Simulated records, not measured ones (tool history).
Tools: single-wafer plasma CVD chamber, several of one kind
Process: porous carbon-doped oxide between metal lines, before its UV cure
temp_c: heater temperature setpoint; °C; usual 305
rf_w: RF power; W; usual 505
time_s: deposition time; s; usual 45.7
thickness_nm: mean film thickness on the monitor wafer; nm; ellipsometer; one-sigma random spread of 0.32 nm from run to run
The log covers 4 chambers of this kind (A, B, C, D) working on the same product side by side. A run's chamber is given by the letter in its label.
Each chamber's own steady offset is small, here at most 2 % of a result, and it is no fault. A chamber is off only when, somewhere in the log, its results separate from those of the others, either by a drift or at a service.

| run | hour | temp_c | rf_w | time_s | hours since the last thermocouple change | hours since the last RF generator calibration | read-back reference wafer on the same gauge, thickness_nm | thickness_nm |
|---|---|---|---|---|---|---|---|---|
| 1A | 4.5 | 305 | 505 | 45.7 | 758.6 | 1334.4 | 267.1 | 237.11 |
| 2D | 9.6 | 305 | 505 | 45.7 | 1011.9 | 137.9 | 267.07 | 235.91 |
| 3C | 15.9 | 305 | 505 | 45.7 | 550.6 | 1560.4 | 267.01 | 236.15 |
| 4B | 25.8 | 305 | 505 | 45.7 | 1902.4 | 294.1 | 267.09 | 238.75 |
| 5A | 34.5 | 305 | 505 | 45.7 | 788.6 | 1364.4 | 267.33 | 237.11 |
| 6B | 42.8 | 305 | 505 | 45.7 | 1919.4 | 311.1 | 267.18 | 239.24 |
|  | 47.9 | chamber C: RF generator calibrated |
| 7C | 51.3 | 305 | 505 | 45.7 | 586 | 3.5 | 267.33 | 235.84 |
| 8D | 61.2 | 305 | 505 | 45.7 | 1063.5 | 189.5 | 267.35 | 236.42 |
|  | 68.7 | chamber A: RF generator calibrated |
| 9A | 71 | 305 | 505 | 45.7 | 825.1 | 2.4 | 267.47 | 236.49 |
| 10B | 78.8 | 305 | 505 | 45.7 | 1955.4 | 347.1 | 267.5 | 239.21 |
| 11D | 89.3 | 305 | 505 | 45.7 | 1091.6 | 217.6 | 267.46 | 236.92 |
| 12C | 96.8 | 305 | 505 | 45.7 | 631.5 | 49 | 267.52 | 236.72 |
| 13C | 103.7 | 305 | 505 | 45.7 | 638.4 | 55.9 | 267.56 | 236.45 |
| 14B | 111.4 | 305 | 505 | 45.7 | 1988 | 379.7 | 267.71 | 239.66 |
| 15D | 118.8 | 305 | 505 | 45.7 | 1121.1 | 247.1 | 267.72 | 237.16 |
| 16A | 125.1 | 305 | 505 | 45.7 | 879.2 | 56.5 | 267.73 | 237.56 |
| 17A | 131.4 | 305 | 505 | 45.7 | 885.5 | 62.8 | 267.74 | 237.23 |
| 18B | 138.3 | 305 | 505 | 45.7 | 2014.9 | 406.6 | 267.68 | 238.83 |
| 19C | 143 | 305 | 505 | 45.7 | 677.7 | 95.2 | 267.78 | 236.05 |
| 20D | 152.7 | 305 | 505 | 45.7 | 1155 | 281 | 267.75 | 237.04 |
| 21C | 158.3 | 305 | 505 | 45.7 | 693 | 110.5 | 267.96 | 236.77 |
| 22B | 167.3 | 305 | 505 | 45.7 | 2043.9 | 435.6 | 267.94 | 239.73 |
| 23D | 174.6 | 305 | 505 | 45.7 | 1176.9 | 302.9 | 267.95 | 236.89 |
| 24A | 181.1 | 305 | 505 | 45.7 | 935.2 | 112.5 | 267.98 | 237.17 |
| 25B | 186.3 | 305 | 505 | 45.7 | 2062.9 | 454.6 | 268.06 | 239.83 |
| 26A | 196.5 | 305 | 505 | 45.7 | 950.6 | 127.9 | 268.16 | 237.51 |
| 27D | 206.9 | 305 | 505 | 45.7 | 1209.2 | 335.2 | 268.16 | 237.4 |
| 28C | 212.9 | 305 | 505 | 45.7 | 747.6 | 165.1 | 268.24 | 236.62 |
| 29A | 217.4 | 305 | 505 | 45.7 | 971.5 | 148.8 | 268.32 | 237.52 |
| 30C | 222.6 | 305 | 505 | 45.7 | 757.3 | 174.8 | 268.25 | 236.79 |
| 31B | 228.5 | 305 | 505 | 45.7 | 2105.1 | 496.8 | 268.25 | 239.86 |
| 32D | 235.7 | 305 | 505 | 45.7 | 1238 | 364 | 268.37 | 237.27 |
| 33B | 240.9 | 305 | 505 | 38.1 | 2117.5 | 509.2 | 268.46 | 201.24 |
| 34D | 250.8 | 305 | 505 | 38.1 | 1253.1 | 379.1 | 268.28 | 198.39 |
| 35C | 258.7 | 305 | 505 | 38.1 | 793.4 | 210.9 | 268.51 | 198.23 |

The same settings go to every chamber for the next run, one line per chamber below. Forecast the results for each:
| 36A | 266.2 | 305 | 590 | 45.7 |  |  |  | ? |
| 36B | 266.2 | 305 | 590 | 45.7 |  |  |  | ? |
| 36C | 266.2 | 305 | 590 | 45.7 |  |  |  | ? |
| 36D | 266.2 | 305 | 590 | 45.7 |  |  |  | ? |

| run | thickness_nm |
|---|---|
| 36A | 264 |
| 36B | 265.42 |
| 36C | 262.36 |
| 36D | 263.44 |

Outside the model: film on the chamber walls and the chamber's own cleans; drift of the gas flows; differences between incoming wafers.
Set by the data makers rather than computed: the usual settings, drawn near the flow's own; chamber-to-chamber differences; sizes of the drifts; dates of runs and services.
